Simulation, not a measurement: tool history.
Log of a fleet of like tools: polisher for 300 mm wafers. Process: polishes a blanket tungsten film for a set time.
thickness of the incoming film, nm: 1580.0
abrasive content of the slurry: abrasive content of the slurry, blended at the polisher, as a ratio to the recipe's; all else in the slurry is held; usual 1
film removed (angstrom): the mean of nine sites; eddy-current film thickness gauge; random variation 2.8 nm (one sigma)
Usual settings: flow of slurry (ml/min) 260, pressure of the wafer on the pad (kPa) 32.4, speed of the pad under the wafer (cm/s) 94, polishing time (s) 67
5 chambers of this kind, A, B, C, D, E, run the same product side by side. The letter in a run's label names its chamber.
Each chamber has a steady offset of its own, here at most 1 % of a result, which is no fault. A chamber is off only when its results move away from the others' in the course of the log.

run,hour,flow of slurry (ml/min),pressure of the wafer on the pad (kPa),speed of the pad under the wafer (cm/s),abrasive content of the slurry,polishing time (s),wafers polished on this pad,hours since the slurry nozzle was cleaned,hours since the head pressure was calibrated,hours since the slurry blender was calibrated,hours since the slurry got fresh peroxide,film removed (angstrom)
# hour 6.2: chamber D: slurry tank refilled with fresh slurry and peroxide
1E,7.6,260,32.4,94,1,67,481,20.4,721.7,226,101.7,3229.4
# hour 8.2: chamber C: slurry nozzle cleaned
# hour 14.9: chamber B: worn pad replaced by a new one
2A,21.2,260,32.4,94,1,67,869,198,496.9,129.7,101,3245.9
# hour 23.9: chamber C: slurry tank refilled with fresh slurry and peroxide
# hour 29.7: chamber E: slurry tank refilled with fresh slurry and peroxide
3B,30,260,32.4,94,1,67,203,448.4,190.1,303.9,77.3,3218.5
4C,38.6,260,32.4,94,1,67,730,30.4,412.7,357.6,14.8,3251.6
5D,51.3,260,32.4,94,1,67,875,166.3,241.8,329.3,45.1,3248.6
# hour 51.4: chamber A: slurry blender recalibrated
# hour 59.2: chamber D: worn pad replaced by a new one
6D,59.6,260,32.4,94,1,67,6,174.6,250.1,337.6,53.4,3223.6
# hour 60.7: chamber A: worn pad replaced by a new one
# hour 65.5: chamber A: slurry tank refilled with fresh slurry and peroxide
7A,70,260,32.4,94,1,67,126,246.8,545.7,18.6,4.6,3211.3
# hour 71.8: chamber E: worn pad replaced by a new one
8C,83.2,260,32.4,94,1,67,1330,75,457.3,402.2,59.4,3303.5
# hour 92.5: chamber B: worn pad replaced by a new one
9E,92.5,260,32.4,94,1,67,279,105.3,806.6,310.9,62.9,3287.8
# hour 93.4: chamber C: worn pad replaced by a new one
# hour 97.2: chamber C: head pressure recalibrated
# hour 97.8: chamber D: slurry blender recalibrated
# hour 103.8: chamber B: slurry blender recalibrated
10B,106.8,220,32.4,80,1,67,192,525.2,266.9,3,154.1,2747.9
11D,116.3,220,32.4,80,1,67,769,231.3,306.8,18.6,110.1,2788.2
# hour 118.5: chamber E: slurry blender recalibrated
12B,124.4,220,32.4,80,1,67,429,542.8,284.5,20.6,171.7,2747.5
# hour 126.3: chamber B: slurry tank refilled with fresh slurry and peroxide
# hour 133.3: chamber C: slurry blender recalibrated
13A,134.4,220,32.4,80,1,67,993,311.2,610.1,83,69,2681.2
# hour 143.9: chamber D: slurry tank refilled with fresh slurry and peroxide
# hour 146.3: chamber E: slurry tank refilled with fresh slurry and peroxide
# hour 147.1: chamber D: worn pad replaced by a new one
14E,148.3,220,32.4,80,1,67,1030,161.1,862.4,29.8,2,2719.8
# hour 149.3: chamber A: worn pad replaced by a new one
# hour 156.2: chamber E: worn pad replaced by a new one
15C,158.2,260,32.4,94,1,67,872,150,61,24.9,134.4,3267.8
16B,168,260,32.4,94,1,67,1016,586.4,328.1,64.2,41.8,3249.5
# hour 169.4: chamber B: worn pad replaced by a new one
# hour 174.3: chamber E: head pressure recalibrated
17C,178.1,260,32.4,94,1,67,1140,169.9,80.9,44.8,154.3,3316.4
18D,192.6,260,32.4,94,1,67,612,307.6,383.1,94.9,48.8,3403.3
# hour 194.4: chamber C: slurry tank refilled with fresh slurry and peroxide
# hour 200.7: chamber C: worn pad replaced by a new one
19E,207.4,260,32.4,94,1,67,689,220.2,33.1,88.9,61.1,3261.7
# hour 208.5: chamber A: slurry blender recalibrated
20A,214.8,260,32.4,94,1,67,882,391.6,690.5,6.4,149.4,3258.8
# hour 215.9: chamber D: worn pad replaced by a new one
# hour 219.8: chamber E: slurry nozzle cleaned
# hour 224.8: chamber A: head pressure recalibrated
# hour 227.2: chamber A: slurry tank refilled with fresh slurry and peroxide
21E,228,260,32.4,94,1,67,967,8.2,53.7,109.5,81.7,3251.6
# hour 236.4: chamber A: worn pad replaced by a new one
22D,239,260,32.4,94,1,67,310,354,429.5,141.3,95.2,3464.2
# hour 239.8: chamber C: slurry nozzle cleaned
# hour 240.7: chamber E: worn pad replaced by a new one
# hour 247: chamber B: worn pad replaced by a new one
23A,247.4,260,32.4,94,1,67,149,424.2,22.7,39,20.3,3234.3
24B,256.6,260,32.4,94,1,67,129,675,416.7,152.8,130.4,3252.2
25C,264.8,230,32.4,124,1,67,863,25.1,167.6,131.5,70.4,4271.5
# hour 270: chamber E: slurry tank refilled with fresh slurry and peroxide
26E,278.7,230,32.4,124,1,67,512,58.9,104.4,160.2,8.8,4305.8
# hour 281.8: chamber D: slurry nozzle cleaned
# hour 285: chamber D: slurry tank refilled with fresh slurry and peroxide
27D,290,230,32.4,124,1,67,997,8.2,480.5,192.3,5.1,4551.8
# hour 301.4: chamber D: worn pad replaced by a new one
28C,302.1,230,32.4,124,1,67,1365,62.4,204.9,168.8,107.7,4230.8
# hour 307.1: chamber C: worn pad replaced by a new one
# hour 315.2: chamber B: slurry tank refilled with fresh slurry and peroxide
29B,316.5,230,32.4,124,1,67,935,734.9,476.6,212.7,1.3,4288
# hour 326.1: chamber E: worn pad replaced by a new one
30A,328.9,260,32.4,94,1,67,1246,505.7,104.2,120.5,101.8,3283.3
# hour 334.5: chamber A: worn pad replaced by a new one
# hour 335.1: chamber B: worn pad replaced by a new one
# hour 337.4: chamber A: slurry blender recalibrated
31E,338.8,260,32.4,94,1,67,171,119,164.5,220.3,68.9,3260.4
32D,353.1,260,32.4,94,1.1,67,696,71.3,543.6,255.4,68.2,3690.8
# hour 360.8: chamber A: slurry tank refilled with fresh slurry and peroxide
33B,363.3,260,32.4,94,1.1,67,380,781.7,523.4,259.5,48.1,3300.3
# hour 370.1: chamber C: slurry tank refilled with fresh slurry and peroxide
34A,370.3,260,32.4,94,1.1,67,482,547.1,145.6,33,9.5,3337
35C,378.1,260,32.4,94,1.1,67,955,138.4,280.9,244.8,8,3342.3
36A,387.5,260,32.4,94,1.1,67,713,564.3,162.8,50.2,26.7,3325
37B,394.4,260,32.4,94,1,67,799,812.8,554.5,290.6,79.2,3227.6

Is one chamber off against the others, does the gauge drift, or is nothing wrong? If a chamber is off, say which, and what the likeliest cause is.

Chamber D drifts away from the others.
Cause: head's pressure above its setpoint, % = 11.8.

Here are 4 candidates for chamber D's next run, each the usual settings with a change, their results left as question marks. Which one brings its results back in line with what the others give on the usual settings?
In line means no further than this from the other chambers' mean on the usual settings: film removed (angstrom) 98
38D-1,405.1,260,31,90,1,65,,,,,,?
38D-2,405.1,260,32.4,86,1,60,,,,,,?
38D-3,405.1,260,35.9,104,1,67,,,,,,?
38D-4,405.1,260,35.9,94,1,67,,,,,,?

The other chambers' mean on the usual settings: film removed (angstrom) 3269.6
run,film removed (angstrom)
38D-1,3234.1
38D-2,2981.1
38D-3,4449.8
38D-4,4024.7
38D-1 brings the chamber back in line.
